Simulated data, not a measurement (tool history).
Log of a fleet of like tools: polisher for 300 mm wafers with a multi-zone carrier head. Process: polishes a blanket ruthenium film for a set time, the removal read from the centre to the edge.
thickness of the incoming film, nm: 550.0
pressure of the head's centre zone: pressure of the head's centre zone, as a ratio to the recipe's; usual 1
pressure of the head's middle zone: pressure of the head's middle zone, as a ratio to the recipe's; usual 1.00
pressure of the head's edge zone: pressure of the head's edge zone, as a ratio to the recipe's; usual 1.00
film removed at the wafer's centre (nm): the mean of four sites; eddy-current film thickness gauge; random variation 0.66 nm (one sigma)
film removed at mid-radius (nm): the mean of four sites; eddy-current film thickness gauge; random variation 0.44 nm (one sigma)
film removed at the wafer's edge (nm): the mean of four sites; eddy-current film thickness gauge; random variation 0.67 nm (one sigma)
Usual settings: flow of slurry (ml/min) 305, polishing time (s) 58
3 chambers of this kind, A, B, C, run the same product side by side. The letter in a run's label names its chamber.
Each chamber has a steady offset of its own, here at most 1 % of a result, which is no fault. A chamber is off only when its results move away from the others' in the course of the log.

run   hour  flow of slurry (ml/min)  pressure of the head's centre zone  pressure of the head's middle zone  pressure of the head's edge zone  polishing time (s)  wafers polished on this pad  hours since the slurry nozzle was cleaned  hours since the centre zone pressure was calibrated  hours since the edge zone pressure was calibrated  film removed at the wafer's centre (nm)  film removed at mid-radius (nm)  film removed at the wafer's edge (nm)
 1B    3.6                      305                                   1                                1.00                              1.00                  58                          193                                        5.4                                                588.8                                              396.6                                   58.810                           58.758                                 59.826
 2C    8.7                      305                                   1                                1.00                              1.00                  58                          859                                       72.8                                                309.6                                              151.8                                   59.616                           59.396                                 60.510
 3A   14.8                      305                                   1                                1.00                              1.00                  58                          638                                      611.5                                                 67.1                                             1070.0                                   57.598                           59.066                                 57.893
 4A   21.7                      305                                   1                                1.00                              1.00                  58                          734                                      618.4                                                 74.0                                             1076.9                                   58.810                           58.208                                 58.732
      23.4  -- chamber C: worn pad replaced by a new one
 5B   28.5                      305                                   1                                1.00                              1.00                  58                          536                                       30.3                                                613.7                                              421.5                                   58.208                           59.323                                 59.062
 6C   35.0                      305                                   1                                1.00                              1.00                  58                          160                                       99.1                                                335.9                                              178.1                                   58.562                           58.761                                 59.016
 7C   41.8                      305                                   1                                1.00                              1.00                  58                          253                                      105.9                                                342.7                                              184.9                                   58.755                           59.646                                 58.813
      42.5  -- chamber B: worn pad replaced by a new one
 8B   46.7                      305                                   1                                1.00                              1.00                  58                           58                                       48.5                                                631.9                                              439.7                                   59.133                           59.047                                 60.661
 9A   51.7                      305                                   1                                1.00                              1.00                  58                         1147                                      648.4                                                104.0                                             1106.9                                   58.205                           58.735                                 58.866
10B   58.3                      305                                   1                                1.00                              1.00                  58                          218                                       60.1                                                643.5                                              451.3                                   58.608                           59.093                                 58.532
11C   65.2                      305                                   1                                1.00                              1.00                  58                          575                                      129.3                                                366.1                                              208.3                                   59.123                           59.312                                 60.063
12A   71.6                      305                                   1                                1.00                              1.00                  58                         1421                                      668.3                                                123.9                                             1126.8                                   57.951                           59.199                                 58.346
      76.7  -- chamber A: edge zone pressure recalibrated
13A   79.3                      305                                   1                                1.00                              1.00                  58                         1527                                      676.0                                                131.6                                                2.6                                   57.270                           57.726                                 58.101
14B   85.2                      305                                   1                                1.00                              1.00                  58                          589                                       87.0                                                670.4                                              478.2                                   57.641                           59.625                                 58.529
      89.1  -- chamber C: worn pad replaced by a new one
15C   91.9                      305                                   1                                1.00                              1.00                  58                           38                                      156.0                                                392.8                                              235.0                                   58.355                           59.142                                 58.881
      96.2  -- chamber B: worn pad replaced by a new one
16A   99.3                      305                                   1                                1.00                              1.00                  58                         1802                                      696.0                                                151.6                                               22.6                                   56.891                           57.638                                 57.036
17C  106.3                      305                                   1                                1.00                              1.00                  58                          237                                      170.4                                                407.2                                              249.4                                   59.408                           59.166                                 59.298
18B  110.1                      305                                   1                                1.00                              1.00                  58                          191                                      111.9                                                695.3                                              503.1                                   57.002                           58.700                                 57.976
19B  117.1                      305                                   1                                1.00                              1.00                  58                          287                                      118.9                                                702.3                                              510.1                                   59.176                           59.674                                 58.976
20C  121.6                      305                                   1                                1.00                              1.00                  58                          447                                      185.7                                                422.5                                              264.7                                   60.025                           58.568                                 59.747
21A  128.3                      305                                   1                                1.00                              1.00                  58                         2202                                      725.0                                                180.6                                               51.6                                   55.179                           56.368                                 55.541
22B  136.0                      305                                   1                                1.00                              1.00                  58                          548                                      137.8                                                721.2                                              529.0                                   58.065                           59.468                                 59.451
23A  141.5                      305                                   1                                1.00                              1.00                  58                         2383                                      738.2                                                193.8                                               64.8                                   55.867                           56.143                                 55.755
24C  148.3                      305                                   1                                0.91                              1.00                  58                          815                                      212.4                                                449.2                                              291.4                                   58.603                           54.473                                 58.304
     149.9  -- chamber B: worn pad replaced by a new one
25C  155.1                      305                                   1                                0.91                              1.00                  58                          909                                      219.2                                                456.0                                              298.2                                   59.274                           54.751                                 59.237
26A  160.1                      305                                   1                                0.91                              1.00                  58                         2640                                      756.8                                                212.4                                               83.4                                   54.440                           50.163                                 54.707
     165.3  -- chamber A: slurry nozzle cleaned
27B  166.3                      305                                   1                                1.00                              1.00                  58                          226                                      168.1                                                751.5                                              559.3                                   58.314                           59.734                                 57.299
     168.3  -- chamber C: worn pad replaced by a new one
28A  170.5                      305                                   1                                1.00                              1.00                  58                         2783                                        5.3                                                222.8                                               93.8                                   54.400                           54.786                                 54.729
29C  177.6                      305                                   1                                1.00                              1.00                  58                          128                                      241.7                                                478.5                                              320.7                                   58.426                           58.975                                 58.411
30B  184.0                      305                                   1                                1.00                              1.00                  58                          470                                      185.8                                                769.2                                              577.0                                   58.814                           59.269                                 59.544
31B  190.8                      305                                   1                                1.00                              1.00                  58                          563                                      192.6                                                776.0                                              583.8                                   58.066                           59.854                                 59.192
     195.4  -- chamber C: slurry nozzle cleaned
32C  197.3                      305                                   1                                1.00                              1.00                  58                          399                                        1.9                                                498.2                                              340.4                                   58.968                           58.739                                 59.152
     199.6  -- chamber B: worn pad replaced by a new one
33A  203.0                      305                                   1                                1.00                              1.00                  58                         3230                                       37.8                                                255.3                                              126.3                                   53.289                           53.340                                 53.234
34B  206.7                      305                                   1                                1.00                              0.92                  58                           98                                      208.5                                                791.9                                              599.7                                   58.500                           59.721                                 57.218
35A  213.9                      305                                   1                                1.00                              0.92                  58                         3380                                       48.7                                                266.2                                              137.2                                   53.615                           53.565                                 51.032
36C  221.6                      305                                   1                                1.00                              0.92                  58                          734                                       26.2                                                522.5                                              364.7                                   58.382                           58.843                                 57.100
37B  229.3                      305                                   1                                1.00                              1.00                  58                          409                                      231.1                                                814.5                                              622.3                                   58.695                           59.225                                 57.772
38A  236.4                      305                                   1                                1.00                              1.00                  58                         3690                                       71.2                                                288.7                                              159.7                                   52.921                           52.541                                 52.103

What goes on in this fleet: one chamber off, a drifting gauge, or nothing beyond the chambers' own small offsets? Name the chamber and the cause, if any.

Chamber A drifts away from the others.
Cause: removal rate lost through wear of the pad, % = 11.8.

Here are 4 candidates for chamber A's next run, each the usual settings with a change, their results left as question marks. Which one brings its results back in line with what the others give on the usual settings?
In line means no further than this from the other chambers' mean on the usual settings: film removed at the wafer's centre (nm) 2.300; film removed at mid-radius (nm) 1.500; film removed at the wafer's edge (nm) 2.300
39A-1  242.0                      305                                   1                                1.00                              1.00                  61                                                                                                                                                                                                                        ?                                ?                                      ?
39A-2  242.0                      310                                   1                                1.01                              1.00                  65                                                                                                                                                                                                                        ?                                ?                                      ?
39A-3  242.0                      305                                   1                                1.00                              1.00                  55                                                                                                                                                                                                                        ?                                ?                                      ?
39A-4  242.0                      300                                   1                                1.00                              0.99                  51                                                                                                                                                                                                                        ?                                ?                                      ?

The other chambers' mean on the usual settings: film removed at the wafer's centre (nm) 58.536; film removed at mid-radius (nm) 59.068; film removed at the wafer's edge (nm) 58.751
  run  film removed at the wafer's centre (nm)  film removed at mid-radius (nm)  film removed at the wafer's edge (nm)
39A-1                                   54.491                           54.737                                 54.526
39A-2                                   58.169                           58.946                                 58.162
39A-3                                   49.132                           49.353                                 49.163
39A-4                                   45.477                           45.691                                 45.290
39A-2 brings the chamber back in line.

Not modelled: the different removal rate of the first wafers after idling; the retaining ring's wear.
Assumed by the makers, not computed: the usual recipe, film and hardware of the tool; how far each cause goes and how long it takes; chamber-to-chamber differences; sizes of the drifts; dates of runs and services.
